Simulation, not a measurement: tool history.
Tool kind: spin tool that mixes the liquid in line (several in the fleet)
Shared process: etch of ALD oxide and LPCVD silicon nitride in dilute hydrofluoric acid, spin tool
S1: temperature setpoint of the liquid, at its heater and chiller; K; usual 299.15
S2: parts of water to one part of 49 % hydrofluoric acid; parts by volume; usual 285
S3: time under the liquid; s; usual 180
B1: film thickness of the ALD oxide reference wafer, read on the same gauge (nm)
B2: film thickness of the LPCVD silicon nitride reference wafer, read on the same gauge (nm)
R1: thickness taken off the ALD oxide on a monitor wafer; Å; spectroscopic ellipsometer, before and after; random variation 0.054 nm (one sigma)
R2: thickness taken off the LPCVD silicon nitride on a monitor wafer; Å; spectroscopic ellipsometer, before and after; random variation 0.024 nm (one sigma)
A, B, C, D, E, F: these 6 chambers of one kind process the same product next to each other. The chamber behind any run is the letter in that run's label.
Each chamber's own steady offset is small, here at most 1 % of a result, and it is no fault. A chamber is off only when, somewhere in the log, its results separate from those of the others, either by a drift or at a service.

run	hour	S1	S2	S3	B1	B2	R1	R2
1A	6.4	299.15	285	180	40.019	69.988	78.213	3.2465
# hour 9.7: chamber B: hydrofluoric acid flow meter replaced
2C	17.3	299.15	285	180	39.990	70.001	79.927	3.2018
3F	23.7	299.15	285	180	39.999	69.982	77.188	2.9164
4D	30.4	299.15	285	180	40.030	70.004	78.983	3.2671
5E	41.1	299.15	285	180	40.004	70.012	79.809	3.1739
6B	50.4	299.15	285	180	40.002	69.991	77.964	3.2664
7A	62.9	299.15	285	180	39.991	70.004	78.406	3.5262
8D	73.1	299.15	285	180	39.991	70.009	79.446	3.0125
9B	82.5	301.65	285	180	40.028	69.977	84.597	3.7108
10F	93.2	301.65	285	180	40.016	69.988	84.834	4.0387
# hour 100.2: chamber C: thermometer replaced
11E	101.3	301.65	285	180	39.995	70.006	86.295	3.7087
12C	109.0	301.65	285	180	40.019	70.001	85.595	3.6160
# hour 113.3: chamber A: hydrofluoric acid flow meter replaced
13A	117.0	301.65	285	180	39.969	69.991	85.583	3.7635
14B	124.5	301.65	285	180	40.005	69.957	85.620	3.4393
# hour 130.8: chamber D: hydrofluoric acid flow meter replaced
15D	133.5	303.65	285	245	40.028	70.031	123.890	5.5392
16C	140.4	303.65	285	245	39.992	69.981	124.960	6.3163
17E	149.0	303.65	285	245	39.994	70.009	126.800	5.6012
18F	160.6	303.65	285	245	40.023	69.977	121.360	5.7464
# hour 161.9: chamber F: thermometer replaced
19E	168.8	303.65	285	245	40.007	70.010	124.380	5.7847
# hour 179.0: chamber F: hydrofluoric acid flow meter replaced
20B	181.4	303.65	285	245	40.008	69.993	123.890	4.6899
21C	192.1	299.15	285	180	39.986	70.018	76.058	3.4594
22A	200.4	299.15	285	180	40.010	70.006	79.833	2.8089
23D	212.5	299.15	285	180	39.994	70.021	78.750	3.4665
24F	222.0	299.15	285	180	40.008	69.985	78.452	3.7038
25F	229.9	299.15	285	180	39.996	70.022	78.330	3.3799
26D	236.6	299.15	285	180	40.005	70.009	79.773	3.4172
27E	245.4	299.15	285	180	39.993	70.020	79.385	2.9093
28B	254.8	299.15	285	180	39.996	69.985	77.949	3.6471
29A	265.3	299.15	285	180	40.004	70.004	78.636	3.2021
30C	271.2	299.15	285	180	40.001	69.988	75.496	2.8004
31A	280.9	299.15	285	85	40.019	70.011	37.059	1.6144
32E	293.0	299.15	285	85	40.002	70.013	37.772	1.6693
33D	302.0	299.15	285	85	39.991	69.971	37.491	1.4224
34C	308.0	299.15	285	85	40.012	69.981	34.742	1.4012
35F	317.8	299.15	285	85	39.989	69.991	37.190	1.5048
36B	326.9	299.15	285	85	40.014	69.991	37.424	1.5154
# hour 330.9: chamber D: thermometer replaced
37A	335.4	299.15	285	180	40.012	69.984	79.011	2.9482
38C	344.6	299.15	165	180	39.985	70.020	144.730	5.2872
39F	354.9	299.15	165	180	40.007	70.002	153.250	5.6044
40B	361.0	299.15	165	180	39.989	70.031	156.780	6.0077
41E	368.7	299.15	165	180	39.988	69.998	155.190	5.3859
42D	377.0	299.15	165	180	40.017	69.993	157.370	5.4324
43E	387.0	299.15	165	180	39.999	69.992	155.300	5.7132

All chambers now run identical settings, listed one chamber a line with results as question marks. What results will each chamber show?
44A	396.1	294.65	285	180			?	?
44B	396.1	294.65	285	180			?	?
44C	396.1	294.65	285	180			?	?
44D	396.1	294.65	285	180			?	?
44E	396.1	294.65	285	180			?	?
44F	396.1	294.65	285	180			?	?

run	R1	R2
44A	67.517	2.5017
44B	66.199	2.3703
44C	61.772	2.4406
44D	67.807	2.3940
44E	67.633	2.6574
44F	66.379	2.3411
